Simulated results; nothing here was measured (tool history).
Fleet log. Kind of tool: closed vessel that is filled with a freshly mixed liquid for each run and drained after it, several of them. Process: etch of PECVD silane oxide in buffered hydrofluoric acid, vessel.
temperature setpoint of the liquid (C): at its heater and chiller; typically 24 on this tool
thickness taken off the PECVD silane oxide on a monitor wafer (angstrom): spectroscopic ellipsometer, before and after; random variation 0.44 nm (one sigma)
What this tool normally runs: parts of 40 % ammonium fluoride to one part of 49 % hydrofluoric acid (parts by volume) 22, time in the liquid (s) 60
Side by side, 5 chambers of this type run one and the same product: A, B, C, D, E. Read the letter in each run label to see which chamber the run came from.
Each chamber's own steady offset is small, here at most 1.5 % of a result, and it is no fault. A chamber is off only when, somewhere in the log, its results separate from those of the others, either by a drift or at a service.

| run | hour | temperature setpoint of the liquid (C) | parts of 40 % ammonium fluoride to one part of 49 % hydrofluoric acid (parts by volume) | time in the liquid (s) | hours since the thermometer was replaced | hours since the hydrofluoric acid flow meter was replaced | read-back film thickness of the PECVD silane oxide reference wafer, read on the same gauge (nm) | thickness taken off the PECVD silane oxide on a monitor wafer (angstrom) |
|---|---|---|---|---|---|---|---|---|
| 1A | 6.3 | 24 | 22 | 60 | 477 | 1067.3 | 60.003 | 956.52 |
| 2C | 13 | 24 | 22 | 60 | 1084.6 | 682.5 | 59.995 | 973.82 |
| 3B | 19.1 | 24 | 22 | 60 | 399.9 | 1014.8 | 59.976 | 966.91 |
| 4D | 28 | 24 | 22 | 60 | 331.5 | 2242.3 | 60.031 | 977.21 |
| 5E | 32.7 | 24 | 22 | 60 | 774.1 | 668 | 60.017 | 973.04 |
| 6D | 37.7 | 24 | 22 | 60 | 341.2 | 2252 | 60 | 974.8 |
| 7C | 46.8 | 20 | 22 | 60 | 1118.4 | 716.3 | 59.995 | 785.09 |
| 8A | 55 | 20 | 22 | 60 | 525.7 | 1116 | 60.009 | 770.46 |
| 9E | 62.6 | 20 | 22 | 60 | 804 | 697.9 | 59.968 | 780.54 |
| 10B | 69.1 | 20 | 22 | 60 | 449.9 | 1064.8 | 60.011 | 777.06 |
| 11E | 76.2 | 20 | 22 | 60 | 817.6 | 711.5 | 60.041 | 781.39 |
|  | 79.2 | chamber B: thermometer replaced |
| 12A | 83.7 | 24 | 22 | 60 | 554.4 | 1144.7 | 60.004 | 967.98 |
| 13D | 88.3 | 24 | 22 | 60 | 391.8 | 2302.6 | 59.986 | 972.8 |
|  | 91.6 | chamber E: hydrofluoric acid flow meter replaced |
| 14B | 93.8 | 24 | 27.5 | 60 | 14.7 | 1089.5 | 59.998 | 825.77 |
| 15C | 102.7 | 24 | 27.5 | 60 | 1174.3 | 772.2 | 59.988 | 823.65 |
| 16A | 108.2 | 24 | 27.5 | 60 | 578.9 | 1169.2 | 60.019 | 824.24 |
|  | 117.3 | chamber D: hydrofluoric acid flow meter replaced |
| 17B | 118.4 | 24 | 27.5 | 60 | 39.3 | 1114.1 | 60.052 | 833.78 |
| 18E | 125.3 | 24 | 27.5 | 60 | 866.7 | 33.7 | 60.037 | 836.68 |
| 19C | 130.2 | 24 | 22 | 60 | 1201.8 | 799.7 | 60.015 | 962.15 |
| 20D | 135 | 24 | 22 | 60 | 438.5 | 17.8 | 60.028 | 968.28 |
| 21D | 142.6 | 24 | 22 | 85 | 446.1 | 25.4 | 59.94 | 1379.2 |
| 22A | 150.5 | 24 | 22 | 85 | 621.2 | 1211.5 | 59.985 | 1362.7 |
| 23E | 160.7 | 24 | 22 | 85 | 902.1 | 69.1 | 59.994 | 1362.7 |
| 24B | 166.3 | 24 | 22 | 85 | 87.2 | 1162 | 59.992 | 1363.8 |
| 25C | 174.9 | 24 | 22 | 85 | 1246.5 | 844.4 | 59.959 | 1371.1 |
| 26A | 183.1 | 24 | 22 | 60 | 653.8 | 1244.1 | 60.016 | 964.42 |
|  | 184.4 | chamber A: hydrofluoric acid flow meter replaced |
| 27C | 190.8 | 24 | 22 | 60 | 1262.4 | 860.3 | 60.005 | 964.86 |
| 28D | 198 | 24 | 26 | 45 | 501.5 | 80.8 | 60.009 | 652.26 |
| 29B | 203.4 | 24 | 26 | 45 | 124.3 | 1199.1 | 60.016 | 648.52 |
| 30E | 209.1 | 24 | 26 | 45 | 950.5 | 117.5 | 60.031 | 653.32 |
| 31C | 217.9 | 24 | 26 | 45 | 1289.5 | 887.4 | 60.038 | 650.02 |
| 32A | 227.9 | 24 | 26 | 45 | 698.6 | 43.5 | 59.984 | 640.89 |
|  | 237.1 | chamber C: hydrofluoric acid flow meter replaced |
| 33B | 237.9 | 24 | 22 | 60 | 158.8 | 1233.6 | 60.069 | 965.81 |
| 34D | 242.6 | 24 | 22 | 60 | 546.1 | 125.4 | 60.021 | 974.83 |
| 35E | 252.6 | 24 | 22 | 60 | 994 | 161 | 59.991 | 974.54 |
| 36A | 257.7 | 24 | 22 | 60 | 728.4 | 73.3 | 59.987 | 961.77 |
|  | 263.8 | chamber C: thermometer replaced |
| 37C | 265.2 | 24 | 22 | 60 | 1.4 | 28.1 | 60.052 | 970.55 |
| 38B | 274.5 | 24 | 22 | 60 | 195.4 | 1270.2 | 59.984 | 967.92 |
| 39E | 279.7 | 24 | 22 | 60 | 1021.1 | 188.1 | 60.013 | 973.55 |
| 40D | 288.3 | 24 | 22 | 60 | 591.8 | 171.1 | 59.978 | 983.07 |
| 41E | 298.3 | 24 | 28 | 60 | 1039.7 | 206.7 | 59.985 | 822.88 |

The same settings go to every chamber for the next run, one line per chamber below. Forecast the results for each:
| 42A | 305.8 | 27.5 | 22 | 60 |  |  |  | ? |
| 42B | 305.8 | 27.5 | 22 | 60 |  |  |  | ? |
| 42C | 305.8 | 27.5 | 22 | 60 |  |  |  | ? |
| 42D | 305.8 | 27.5 | 22 | 60 |  |  |  | ? |
| 42E | 305.8 | 27.5 | 22 | 60 |  |  |  | ? |

| run | thickness taken off the PECVD silane oxide on a monitor wafer (angstrom) |
|---|---|
| 42A | 1165.4 |
| 42B | 1170.8 |
| 42C | 1166.1 |
| 42D | 1186.5 |
| 42E | 1175.2 |
